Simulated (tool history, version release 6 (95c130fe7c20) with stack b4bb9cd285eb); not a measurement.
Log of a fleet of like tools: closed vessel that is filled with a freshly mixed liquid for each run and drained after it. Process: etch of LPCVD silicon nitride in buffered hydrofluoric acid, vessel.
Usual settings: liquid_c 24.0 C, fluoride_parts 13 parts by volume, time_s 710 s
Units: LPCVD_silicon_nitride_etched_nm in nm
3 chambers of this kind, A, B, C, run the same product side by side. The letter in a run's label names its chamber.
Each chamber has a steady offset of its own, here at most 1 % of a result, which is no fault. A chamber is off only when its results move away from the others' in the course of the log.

run,day,liquid_c,fluoride_parts,time_s,hours since the thermometer was replaced,hours since the hydrofluoric acid flow meter was replaced,"read-back film thickness of the LPCVD silicon nitride reference wafer, read on the same gauge (nm)",LPCVD_silicon_nitride_etched_nm
1B,0.112,24.0,13,710,569.2,428.4,40.038,8.4542
2A,0.200,24.0,13,710,393.4,1702.0,39.978,8.3615
3C,0.296,24.0,13,710,950.6,1324.5,40.006,8.4738
4A,0.429,24.0,13,710,398.9,1707.5,39.999,8.3762
5C,0.575,24.0,13,710,957.3,1331.2,39.983,8.4604
6B,0.688,24.0,13,710,583.0,442.2,40.018,8.4830
7A,0.788,24.0,13,710,407.5,1716.1,39.995,8.3636
8C,0.883,24.0,13,710,964.7,1338.6,39.984,8.4739
9B,1.054,24.0,13,710,591.8,451.0,39.975,8.4535
10B,1.212,24.0,13,710,595.6,454.8,40.004,8.4224
11C,1.317,24.0,13,710,975.1,1349.0,39.960,8.4472
12A,1.442,24.0,13,710,423.2,1731.8,39.991,8.3980
13A,1.521,24.0,13,710,425.1,1733.7,39.995,8.3515
14C,1.704,24.0,13,710,984.4,1358.3,39.987,8.4292
15B,1.817,24.0,13,710,610.1,469.3,40.022,8.4804
16C,1.967,24.0,13,710,990.7,1364.6,40.013,8.5197
17B,2.075,24.0,13,710,616.3,475.5,39.963,8.4073
18A,2.158,24.0,13,710,440.4,1749.0,39.999,8.3294
19A,2.288,20.5,13,710,443.5,1752.1,40.030,6.8970
20B,2.442,20.5,13,710,625.1,484.3,39.994,7.0084
21C,2.554,20.5,13,710,1004.8,1378.7,40.008,7.0718
22B,2.683,20.5,13,710,630.9,490.1,40.023,6.9660
23C,2.783,20.5,13,710,1010.3,1384.2,40.016,7.1681
24A,2.921,20.5,13,710,458.7,1767.3,40.028,6.9228
25A,3.054,24.0,13,710,461.9,1770.5,40.025,8.4121
26C,3.175,24.0,13,710,1019.7,1393.6,40.011,8.6827
27B,3.262,24.0,13,710,644.8,504.0,40.041,8.4666
28B,3.429,24.0,13,710,648.8,508.0,40.004,8.3911

Is one chamber off against the others, does the gauge drift, or is nothing wrong? If a chamber is off, say which, and what the likeliest cause is.

Chamber C drifts away from the others.
Cause: liquid hotter than its thermometer reads (K) = 0.75.
The log may not tell that from: hydrofluoric acid flow above the setpoint (%).

Here are 4 candidates for chamber C's next run, each the usual settings with a change, their results left as question marks. Which one brings its results back in line with what the others give on the usual settings?
In line means no further than this from the other chambers' mean on the usual settings: LPCVD_silicon_nitride_etched_nm 0.1200 nm
29C-1,3.562,24.0,13.5,670,,,,?
29C-2,3.562,24.0,13.0,740,,,,?
29C-3,3.562,24.5,13.0,760,,,,?
29C-4,3.562,24.0,13.0,680,,,,?

The other chambers' mean on the usual settings: LPCVD_silicon_nitride_etched_nm 8.4102 nm
run,LPCVD_silicon_nitride_etched_nm
29C-1,8.0027
29C-2,9.1709
29C-3,9.6829
29C-4,8.4273
29C-4 brings the chamber back in line.
